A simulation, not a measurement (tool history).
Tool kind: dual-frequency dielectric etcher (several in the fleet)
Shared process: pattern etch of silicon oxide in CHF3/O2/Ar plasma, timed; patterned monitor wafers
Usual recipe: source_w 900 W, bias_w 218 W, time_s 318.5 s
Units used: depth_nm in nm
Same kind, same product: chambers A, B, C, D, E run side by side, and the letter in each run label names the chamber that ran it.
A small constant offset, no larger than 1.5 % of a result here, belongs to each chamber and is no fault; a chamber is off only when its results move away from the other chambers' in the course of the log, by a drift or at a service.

run     day  source_w  bias_w  time_s  read-back reference wafer on the same gauge, depth_nm  depth_nm
 1B   0.533       900     218   318.5                                                 896.83    797.23
 2C   1.050       900     218   318.5                                                 896.84    780.20
      1.117  -- chamber C: source power generator calibrated
 3D   1.454       900     218   318.5                                                 896.62    781.01
 4E   1.908       900     218   318.5                                                 896.34    785.17
      2.012  -- chamber D: wet clean of the chamber
      2.038  -- chamber B: source power generator calibrated
 5A   2.321       900     218   318.5                                                 897.04    780.47
 6C   2.817       900     218   318.5                                                 896.49    781.12
 7A   3.196       900     218   318.5                                                 896.79    780.61
 8E   3.508       900     218   318.5                                                 896.54    787.18
 9D   4.121       900     218   318.5                                                 897.64    783.64
10B   4.696       900     218   318.5                                                 896.03    792.03
11E   5.225       900     218   318.5                                                 896.53    779.04
12A   5.533       900     218   318.5                                                 897.22    785.20
13C   6.096       900     218   318.5                                                 896.45    782.09
14B   6.504       900     218   318.5                                                 896.64    791.91
15D   6.888       900     218   318.5                                                 896.87    782.24
      6.979  -- chamber C: wet clean of the chamber
16C   7.504       900     218   318.5                                                 897.04    787.40
      7.996  -- chamber E: source power generator calibrated
17E   8.046       740     218   285.0                                                 896.68    652.17
18D   8.617       740     218   285.0                                                 896.33    653.15
19B   8.912       740     218   285.0                                                 897.52    659.76
20A   9.358       740     218   285.0                                                 897.65    647.56
21C   9.738       740     218   285.0                                                 896.95    654.25
22E  10.142       900     218   318.5                                                 896.52    789.73
     10.388  -- chamber D: bias power generator calibrated
23A  10.679       900     218   318.5                                                 897.03    782.27
24D  11.271       900     218   318.5                                                 897.08    779.07
25B  11.758       970     218   272.0                                                 897.15    699.73
26C  12.283       970     218   272.0                                                 895.53    690.25
27E  12.733       970     218   272.0                                                 896.66    699.97
28B  13.067       970     218   272.0                                                 896.51    699.30
29D  13.562       970     218   272.0                                                 897.43    685.72
30A  14.067       900     218   318.5                                                 896.31    780.14
31B  14.546       900     218   318.5                                                 896.82    793.62
32C  15.029       900     218   318.5                                                 896.41    781.36
33E  15.471       900     218   318.5                                                 896.36    798.70
34D  16.038       900     218   318.5                                                 897.10    781.76
35A  16.538       900     218   318.5                                                 896.46    783.16
     17.000  -- chamber A: wet clean of the chamber
36B  17.008       900     218   318.5                                                 897.43    796.58
     17.458  -- chamber D: wet clean of the chamber
37C  17.592      1000     270   318.5                                                 897.32    883.87
38A  18.167      1000     270   318.5                                                 897.79    873.37
39E  18.742      1000     270   318.5                                                 897.49    896.16
40D  19.129      1000     270   318.5                                                 896.58    871.46
     19.483  -- chamber B: wet clean of the chamber
41B  19.629      1000     270   318.5                                                 897.06    887.54

The same settings go to every chamber for the next run, one line per chamber below. Forecast the results for each:
42A  20.088       900     218   318.5                                                                ?
42B  20.088       900     218   318.5                                                                ?
42C  20.088       900     218   318.5                                                                ?
42D  20.088       900     218   318.5                                                                ?
42E  20.088       900     218   318.5                                                                ?

run  depth_nm
42A    782.69
42B    796.64
42C    786.59
42D    784.52
42E    802.18

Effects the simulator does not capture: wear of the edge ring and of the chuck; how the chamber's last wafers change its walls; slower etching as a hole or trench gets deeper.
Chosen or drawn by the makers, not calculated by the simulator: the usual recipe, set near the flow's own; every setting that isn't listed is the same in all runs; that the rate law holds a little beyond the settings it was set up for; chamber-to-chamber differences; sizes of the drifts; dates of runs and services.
